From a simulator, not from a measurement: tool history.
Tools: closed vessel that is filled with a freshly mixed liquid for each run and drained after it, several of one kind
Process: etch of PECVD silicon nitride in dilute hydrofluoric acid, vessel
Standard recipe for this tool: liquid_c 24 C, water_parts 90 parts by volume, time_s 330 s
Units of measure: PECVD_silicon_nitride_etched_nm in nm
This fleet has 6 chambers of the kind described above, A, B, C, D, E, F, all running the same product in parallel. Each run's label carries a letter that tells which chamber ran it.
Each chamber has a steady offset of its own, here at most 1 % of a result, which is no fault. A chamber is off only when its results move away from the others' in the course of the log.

run   hour  liquid_c  water_parts  time_s  hours since the thermometer was replaced  hours since the hydrofluoric acid flow meter was replaced  read-back film thickness of the PECVD silicon nitride reference wafer, read on the same gauge (nm)  PECVD_silicon_nitride_etched_nm
 1C    6.8        24           90     330                                       205                                                     1362.7                                                                                               40.04                           15.131
 2F   13.6        24           90     330                                    1555.6                                                      335.7                                                                                              40.007                           15.345
 3E   25.2        24           90     330                                    2286.6                                                     1098.6                                                                                              40.018                             15.1
 4D   32.1        24           90     330                                     315.1                                                     1907.7                                                                                              39.998                            15.35
 5B     42      28.5          125     330                                    2489.7                                                       2173                                                                                              39.965                           14.886
      45.2  -- chamber B: thermometer replaced
 6A   51.5      28.5          125     330                                     522.7                                                      230.2                                                                                              39.972                           14.755
 7B   58.7      28.5          125     330                                      13.6                                                     2189.7                                                                                              40.035                           14.695
 8E   70.4      28.5          125     330                                    2331.8                                                     1143.8                                                                                              40.024                           14.563
 9F     76      28.5          125     330                                      1618                                                      398.1                                                                                              40.002                           14.944
10D     87      28.5          125     330                                       370                                                     1962.6                                                                                              39.992                           14.658
11C   97.1      19.5           90     330                                     295.3                                                       1453                                                                                              39.985                            11.37
12A  109.3      19.5           90     330                                     580.5                                                        288                                                                                               39.98                           11.159
13B  115.1      19.5           90     330                                        70                                                     2246.1                                                                                              40.033                           11.199
14F  121.9      19.5           90     330                                    1663.9                                                        444                                                                                               40.04                           11.151
15E    132      19.5           90     330                                    2393.4                                                     1205.4                                                                                              39.999                           11.097
16C  141.3      19.5           90     330                                     339.5                                                     1497.2                                                                                              39.962                           11.337
17A  151.4        24           90     330                                     622.6                                                      330.1                                                                                              39.991                           15.282
18D  158.5        24           90     330                                     441.5                                                     2034.1                                                                                                  40                           15.379
19D  170.3        24           90     330                                     453.3                                                     2045.9                                                                                              40.017                           15.107
20E  176.5        24           90     330                                    2437.9                                                     1249.9                                                                                              40.026                           15.019
21C  183.7        26           90     450                                     381.9                                                     1539.6                                                                                              39.983                           23.649
22F  191.4        26           90     450                                    1733.4                                                      513.5                                                                                              39.998                           23.993
23A  197.4        26           90     450                                     668.6                                                      376.1                                                                                              39.964                           23.697
24B  205.7        26           90     450                                     160.6                                                     2336.7                                                                                              39.972                           23.737
25F  211.1        26           90     450                                    1753.1                                                      533.2                                                                                              39.985                           24.113
26B    221        26           90     450                                     175.9                                                       2352                                                                                              39.995                           23.663
27C  230.4        20           90     330                                     428.6                                                     1586.3                                                                                              40.005                           11.395
     234.8  -- chamber D: hydrofluoric acid flow meter replaced
28D  239.7        20           90     330                                     522.7                                                        4.9                                                                                              39.941                           11.619
29A  246.1        20           90     330                                     717.3                                                      424.8                                                                                              40.042                           11.638
30E  254.3        20           90     330                                    2515.7                                                     1327.7                                                                                              39.943                           11.473
31F  260.7        20           90     330                                    1802.7                                                      582.8                                                                                              40.032                           11.705
32C  271.9        20           90     330                                     470.1                                                     1627.8                                                                                              40.008                           11.354
33A  279.5        24           90     330                                     750.7                                                      458.2                                                                                              40.073                           15.267
34E  287.9        24           90     330                                    2549.3                                                     1361.3                                                                                              40.009                            15.14
35D  299.2        24           90     330                                     582.2                                                       64.4                                                                                              39.996                           14.884
36B  308.3        24           90     330                                     263.2                                                     2439.3                                                                                              39.996                           15.448
37F  314.9        24           90     330                                    1856.9                                                        637                                                                                              39.993                           15.367
38D  325.1        24           90     330                                     608.1                                                       90.3                                                                                              39.963                           15.205
39A  335.5        22           90     165                                     806.7                                                      514.2                                                                                               40.02                           6.6676
40E  341.6        22           90     165                                      2603                                                       1415                                                                                              40.037                           6.5496
41B  351.4        22           90     165                                     306.3                                                     2482.4                                                                                              40.004                           6.7245
42C  358.8        22           90     165                                       557                                                     1714.7                                                                                              40.021                           6.2527
43E  369.8        22           90     165                                    2631.2                                                     1443.2                                                                                              39.991                           6.6012
44C  380.4        22           90     165                                     578.6                                                     1736.3                                                                                              40.007                           6.3227

Predict what each chamber gives when all 6 of them run the settings below next.
45A  389.1        24           90     330                                                                                                                                                                                                                                         ?
45B  389.1        24           90     330                                                                                                                                                                                                                                         ?
45C  389.1        24           90     330                                                                                                                                                                                                                                         ?
45D  389.1        24           90     330                                                                                                                                                                                                                                         ?
45E  389.1        24           90     330                                                                                                                                                                                                                                         ?
45F  389.1        24           90     330                                                                                                                                                                                                                                         ?

run  PECVD_silicon_nitride_etched_nm
45A                           15.421
45B                           15.248
45C                           14.019
45D                           14.966
45E                           15.413
45F                           15.165
